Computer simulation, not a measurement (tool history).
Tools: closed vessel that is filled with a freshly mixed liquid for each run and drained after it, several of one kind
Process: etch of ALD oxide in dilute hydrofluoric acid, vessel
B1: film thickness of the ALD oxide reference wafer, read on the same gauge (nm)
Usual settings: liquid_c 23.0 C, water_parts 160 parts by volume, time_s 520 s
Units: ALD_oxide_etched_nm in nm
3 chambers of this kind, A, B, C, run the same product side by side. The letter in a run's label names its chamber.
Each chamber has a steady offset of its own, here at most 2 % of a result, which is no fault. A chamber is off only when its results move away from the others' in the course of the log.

{"run": "1A", "hour": 4.0, "liquid_c": 23.0, "water_parts": 160, "time_s": 520, "B1": 90.009, "ALD_oxide_etched_nm": 36.535}
{"run": "2C", "hour": 10.9, "liquid_c": 23.0, "water_parts": 160, "time_s": 520, "B1": 90.014, "ALD_oxide_etched_nm": 36.774}
{"run": "3B", "hour": 17.9, "liquid_c": 23.0, "water_parts": 160, "time_s": 520, "B1": 90.011, "ALD_oxide_etched_nm": 37.247}
{"run": "4A", "hour": 22.4, "liquid_c": 23.0, "water_parts": 160, "time_s": 520, "B1": 89.98, "ALD_oxide_etched_nm": 36.255}
{"run": "5C", "hour": 29.2, "liquid_c": 23.0, "water_parts": 160, "time_s": 520, "B1": 90.03, "ALD_oxide_etched_nm": 36.778}
{"run": "6B", "hour": 36.9, "liquid_c": 28.0, "water_parts": 160, "time_s": 520, "B1": 89.974, "ALD_oxide_etched_nm": 44.669}
{"hour": 38.1, "done": "chamber B: thermometer replaced"}
{"run": "7B", "hour": 44.6, "liquid_c": 28.0, "water_parts": 160, "time_s": 520, "B1": 90.012, "ALD_oxide_etched_nm": 44.593}
{"run": "8A", "hour": 50.3, "liquid_c": 28.0, "water_parts": 160, "time_s": 520, "B1": 89.983, "ALD_oxide_etched_nm": 43.574}
{"run": "9C", "hour": 55.9, "liquid_c": 23.0, "water_parts": 160, "time_s": 520, "B1": 89.986, "ALD_oxide_etched_nm": 36.489}
{"run": "10A", "hour": 61.1, "liquid_c": 23.0, "water_parts": 235, "time_s": 520, "B1": 89.982, "ALD_oxide_etched_nm": 23.027}
{"run": "11B", "hour": 67.9, "liquid_c": 23.0, "water_parts": 235, "time_s": 520, "B1": 90.036, "ALD_oxide_etched_nm": 23.441}
{"run": "12C", "hour": 74.7, "liquid_c": 23.0, "water_parts": 235, "time_s": 520, "B1": 90.012, "ALD_oxide_etched_nm": 22.715}
{"run": "13A", "hour": 82.5, "liquid_c": 23.0, "water_parts": 160, "time_s": 520, "B1": 90.009, "ALD_oxide_etched_nm": 36.861}
{"run": "14C", "hour": 88.6, "liquid_c": 23.0, "water_parts": 160, "time_s": 520, "B1": 90.028, "ALD_oxide_etched_nm": 36.459}
{"run": "15B", "hour": 96.0, "liquid_c": 23.0, "water_parts": 160, "time_s": 520, "B1": 90.01, "ALD_oxide_etched_nm": 37.15}
{"run": "16A", "hour": 103.6, "liquid_c": 23.0, "water_parts": 160, "time_s": 520, "B1": 89.999, "ALD_oxide_etched_nm": 37.229}
{"run": "17B", "hour": 108.2, "liquid_c": 23.0, "water_parts": 195, "time_s": 635, "B1": 89.952, "ALD_oxide_etched_nm": 35.693}
{"run": "18C", "hour": 114.4, "liquid_c": 23.0, "water_parts": 195, "time_s": 635, "B1": 89.991, "ALD_oxide_etched_nm": 35.168}
{"run": "19A", "hour": 118.9, "liquid_c": 23.0, "water_parts": 195, "time_s": 635, "B1": 90.004, "ALD_oxide_etched_nm": 36.717}
{"run": "20B", "hour": 123.5, "liquid_c": 23.0, "water_parts": 160, "time_s": 520, "B1": 89.966, "ALD_oxide_etched_nm": 37.28}
{"run": "21C", "hour": 127.7, "liquid_c": 26.0, "water_parts": 160, "time_s": 520, "B1": 90.0, "ALD_oxide_etched_nm": 40.855}
{"run": "22B", "hour": 134.5, "liquid_c": 26.0, "water_parts": 160, "time_s": 520, "B1": 89.975, "ALD_oxide_etched_nm": 41.376}
{"run": "23C", "hour": 142.1, "liquid_c": 26.0, "water_parts": 160, "time_s": 520, "B1": 89.981, "ALD_oxide_etched_nm": 41.165}
{"run": "24A", "hour": 148.4, "liquid_c": 23.0, "water_parts": 160, "time_s": 520, "B1": 90.023, "ALD_oxide_etched_nm": 38.192}
{"run": "25B", "hour": 155.9, "liquid_c": 23.0, "water_parts": 160, "time_s": 520, "B1": 89.977, "ALD_oxide_etched_nm": 37.148}
{"run": "26A", "hour": 161.2, "liquid_c": 23.0, "water_parts": 160, "time_s": 520, "B1": 90.009, "ALD_oxide_etched_nm": 38.151}
{"run": "27C", "hour": 166.5, "liquid_c": 23.0, "water_parts": 160, "time_s": 520, "B1": 89.999, "ALD_oxide_etched_nm": 36.781}
{"run": "28C", "hour": 171.3, "liquid_c": 23.0, "water_parts": 160, "time_s": 520, "B1": 90.043, "ALD_oxide_etched_nm": 36.42}
{"run": "29B", "hour": 175.5, "liquid_c": 23.0, "water_parts": 160, "time_s": 520, "B1": 90.019, "ALD_oxide_etched_nm": 37.908}
{"run": "30A", "hour": 182.6, "liquid_c": 23.0, "water_parts": 230, "time_s": 520, "B1": 89.961, "ALD_oxide_etched_nm": 25.331}
{"run": "31B", "hour": 190.5, "liquid_c": 23.0, "water_parts": 230, "time_s": 520, "B1": 89.97, "ALD_oxide_etched_nm": 23.993}
{"run": "32A", "hour": 195.9, "liquid_c": 23.0, "water_parts": 230, "time_s": 520, "B1": 90.015, "ALD_oxide_etched_nm": 25.145}
{"run": "33C", "hour": 202.3, "liquid_c": 18.5, "water_parts": 235, "time_s": 520, "B1": 89.977, "ALD_oxide_etched_nm": 19.453}

Next, every chamber runs the same settings. What will each give?
{"run": "34A", "hour": 208.0, "liquid_c": 23.0, "water_parts": 160, "time_s": 775, "ALD_oxide_etched_nm": "?"}
{"run": "34B", "hour": 208.0, "liquid_c": 23.0, "water_parts": 160, "time_s": 775, "ALD_oxide_etched_nm": "?"}
{"run": "34C", "hour": 208.0, "liquid_c": 23.0, "water_parts": 160, "time_s": 775, "ALD_oxide_etched_nm": "?"}

run=34A ALD_oxide_etched_nm=58.009
run=34B ALD_oxide_etched_nm=55.512
run=34C ALD_oxide_etched_nm=54.172
